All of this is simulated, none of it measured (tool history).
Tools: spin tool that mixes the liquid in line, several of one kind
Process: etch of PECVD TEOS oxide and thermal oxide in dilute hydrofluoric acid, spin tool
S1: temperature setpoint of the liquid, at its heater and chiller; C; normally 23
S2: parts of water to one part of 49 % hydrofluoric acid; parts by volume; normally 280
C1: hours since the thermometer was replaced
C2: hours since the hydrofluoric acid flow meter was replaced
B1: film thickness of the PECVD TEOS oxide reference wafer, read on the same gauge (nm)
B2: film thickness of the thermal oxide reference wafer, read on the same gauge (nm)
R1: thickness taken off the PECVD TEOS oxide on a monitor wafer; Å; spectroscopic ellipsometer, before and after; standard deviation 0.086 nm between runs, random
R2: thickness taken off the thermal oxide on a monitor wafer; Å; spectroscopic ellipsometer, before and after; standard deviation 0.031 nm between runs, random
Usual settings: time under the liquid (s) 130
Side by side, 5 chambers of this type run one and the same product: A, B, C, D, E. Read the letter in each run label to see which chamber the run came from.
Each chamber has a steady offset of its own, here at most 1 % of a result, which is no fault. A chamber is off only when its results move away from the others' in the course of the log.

Run 1A, hour 2.8: usual settings; C1 1747.6; C2 1258.5; B1 40.012; B2 130.00. Result: R1 94.604 Å, R2 17.2950 Å.
Run 2E, hour 6.7: usual settings; C1 88.2; C2 959.8; B1 39.998; B2 129.99. Result: R1 95.667 Å, R2 17.3850 Å.
Run 3B, hour 9.5: usual settings; C1 25.3; C2 363.2; B1 40.021; B2 129.99. Result: R1 95.579 Å, R2 16.9640 Å.
Run 4C, hour 14.2: usual settings; C1 470.2; C2 882.8; B1 40.004; B2 129.98. Result: R1 96.953 Å, R2 17.2020 Å.
Run 5D, hour 17.4: usual settings but S1 19 C; C1 252.9; C2 652.4; B1 40.002; B2 130.00. Result: R1 81.574 Å, R2 14.8830 Å.
Run 6B, hour 22.9: usual settings but S1 19 C; C1 38.7; C2 376.6; B1 40.031; B2 130.00. Result: R1 80.931 Å, R2 14.8110 Å.
Run 7E, hour 25.7: usual settings but S1 19 C; C1 107.2; C2 978.8; B1 40.021; B2 129.99. Result: R1 81.963 Å, R2 14.9030 Å.
Run 8C, hour 28.9: usual settings but S1 19 C; C1 484.9; C2 897.5; B1 39.981; B2 129.98. Result: R1 82.037 Å, R2 14.3800 Å.
Run 9D, hour 33.3: usual settings but S1 19 C; C1 268.8; C2 668.3; B1 39.968; B2 129.98. Result: R1 82.327 Å, R2 14.9690 Å.
Run 10A, hour 38.5: usual settings but S2 210 parts by volume, time under the liquid (s) 85; C1 1783.3; C2 1294.2; B1 40.011; B2 130.00. Result: R1 89.236 Å, R2 16.8150 Å.
Run 11A, hour 42.6: usual settings but S2 210 parts by volume, time under the liquid (s) 85; C1 1787.4; C2 1298.3; B1 40.037; B2 130.00. Result: R1 89.641 Å, R2 16.5470 Å.
Run 12C, hour 45.3: usual settings but S2 210 parts by volume, time under the liquid (s) 85; C1 501.3; C2 913.9; B1 40.015; B2 130.01. Result: R1 91.604 Å, R2 16.3530 Å.
Run 13B, hour 51.3: usual settings but S2 210 parts by volume, time under the liquid (s) 85; C1 67.1; C2 405.0; B1 40.014; B2 130.02. Result: R1 90.034 Å, R2 16.0420 Å.
Run 14E, hour 56.8: usual settings but S2 210 parts by volume, time under the liquid (s) 85; C1 138.3; C2 1009.9; B1 40.000; B2 130.00. Result: R1 89.364 Å, R2 16.5580 Å.
Run 15D, hour 62.6: usual settings but S2 320 parts by volume, time under the liquid (s) 95; C1 298.1; C2 697.6; B1 39.986; B2 130.00. Result: R1 58.083 Å, R2 10.7340 Å.
Run 16A, hour 67.6: usual settings but S2 320 parts by volume, time under the liquid (s) 95; C1 1812.4; C2 1323.3; B1 40.016; B2 130.01. Result: R1 59.215 Å, R2 10.7900 Å.
Run 17B, hour 70.4: usual settings but S2 320 parts by volume, time under the liquid (s) 95; C1 86.2; C2 424.1; B1 39.973; B2 130.00. Result: R1 59.674 Å, R2 11.0100 Å.
Run 18D, hour 75.9: usual settings but S2 320 parts by volume, time under the liquid (s) 95; C1 311.4; C2 710.9; B1 40.028; B2 129.99. Result: R1 58.938 Å, R2 10.7520 Å.
Run 19E, hour 81.0: usual settings but S2 320 parts by volume, time under the liquid (s) 95; C1 162.5; C2 1034.1; B1 40.025; B2 130.02. Result: R1 58.132 Å, R2 10.9960 Å.
At hour 84.6: chamber D: hydrofluoric acid flow meter replaced.
Run 20C, hour 84.6: usual settings; C1 540.6; C2 953.2; B1 40.030; B2 130.00. Result: R1 95.705 Å, R2 16.8770 Å.
Run 21E, hour 87.6: usual settings; C1 169.1; C2 1040.7; B1 39.977; B2 129.99. Result: R1 96.156 Å, R2 16.8310 Å.
Run 22D, hour 91.5: usual settings but S1 27 C, time under the liquid (s) 175; C1 327.0; C2 7.0; B1 39.997; B2 130.00. Result: R1 147.960 Å, R2 26.6570 Å.
Run 23B, hour 94.2: usual settings but S1 27 C, time under the liquid (s) 175; C1 110.0; C2 447.9; B1 40.033; B2 130.00. Result: R1 155.850 Å, R2 27.6450 Å.
Run 24C, hour 97.0: usual settings but S1 27 C, time under the liquid (s) 175; C1 553.0; C2 965.6; B1 40.012; B2 130.01. Result: R1 147.360 Å, R2 27.1420 Å.
Run 25A, hour 100.5: usual settings but S1 27 C, time under the liquid (s) 175; C1 1845.3; C2 1356.2; B1 40.048; B2 130.01. Result: R1 145.340 Å, R2 27.2730 Å.
Run 26B, hour 106.3: usual settings but S1 27 C, time under the liquid (s) 175; C1 122.1; C2 460.0; B1 39.956; B2 130.02. Result: R1 153.050 Å, R2 27.8250 Å.
Run 27E, hour 111.4: usual settings; C1 192.9; C2 1064.5; B1 40.010; B2 130.00. Result: R1 94.971 Å, R2 17.3360 Å.
Run 28D, hour 115.1: usual settings; C1 350.6; C2 30.6; B1 39.983; B2 130.01. Result: R1 94.336 Å, R2 17.8950 Å.
Run 29A, hour 120.0: usual settings; C1 1864.8; C2 1375.7; B1 40.033; B2 130.00. Result: R1 95.683 Å, R2 17.3810 Å.
Run 30C, hour 123.9: usual settings; C1 579.9; C2 992.5; B1 40.003; B2 130.00. Result: R1 95.901 Å, R2 17.2330 Å.
Run 31D, hour 127.8: usual settings; C1 363.3; C2 43.3; B1 40.005; B2 130.01. Result: R1 94.904 Å, R2 17.9170 Å.
Run 32A, hour 131.4: usual settings; C1 1876.2; C2 1387.1; B1 39.996; B2 130.01. Result: R1 96.271 Å, R2 17.3640 Å.
Run 33B, hour 134.4: usual settings but S1 28 C, time under the liquid (s) 70; C1 150.2; C2 488.1; B1 39.978; B2 130.01. Result: R1 65.237 Å, R2 11.6150 Å.
Run 34C, hour 137.8: usual settings but S1 28 C, time under the liquid (s) 70; C1 593.8; C2 1006.4; B1 40.039; B2 129.98. Result: R1 60.941 Å, R2 11.2170 Å.
Run 35E, hour 142.5: usual settings but S1 28 C, time under the liquid (s) 70; C1 224.0; C2 1095.6; B1 40.023; B2 129.97. Result: R1 61.598 Å, R2 11.5960 Å.
Run 36E, hour 147.2: usual settings but S1 28 C, time under the liquid (s) 70; C1 228.7; C2 1100.3; B1 39.980; B2 130.01. Result: R1 61.213 Å, R2 10.7480 Å.
Run 37A, hour 151.2: usual settings but S1 28 C, time under the liquid (s) 70; C1 1896.0; C2 1406.9; B1 39.952; B2 129.99. Result: R1 60.842 Å, R2 11.1340 Å.
Run 38C, hour 155.9: usual settings but S1 20 C, time under the liquid (s) 75; C1 611.9; C2 1024.5; B1 40.006; B2 130.00. Result: R1 50.410 Å, R2 8.9233 Å.
Run 39D, hour 159.3: usual settings but S1 20 C, time under the liquid (s) 75; C1 394.8; C2 74.8; B1 40.000; B2 130.00. Result: R1 48.801 Å, R2 9.0072 Å.

For the next run the whole fleet of 5 chambers uses the same settings. Give each chamber's results:
Run 40A, hour 163.6: usual settings but time under the liquid (s) 70. Result: R1 ?, R2 ?.
Run 40B, hour 163.6: usual settings but time under the liquid (s) 70. Result: R1 ?, R2 ?.
Run 40C, hour 163.6: usual settings but time under the liquid (s) 70. Result: R1 ?, R2 ?.
Run 40D, hour 163.6: usual settings but time under the liquid (s) 70. Result: R1 ?, R2 ?.
Run 40E, hour 163.6: usual settings but time under the liquid (s) 70. Result: R1 ?, R2 ?.

run      R1       R2
40A  51.082   9.3976
40B  55.508  10.3000
40C  51.830   9.3325
40D  51.885   9.4298
40E  51.054   9.2640
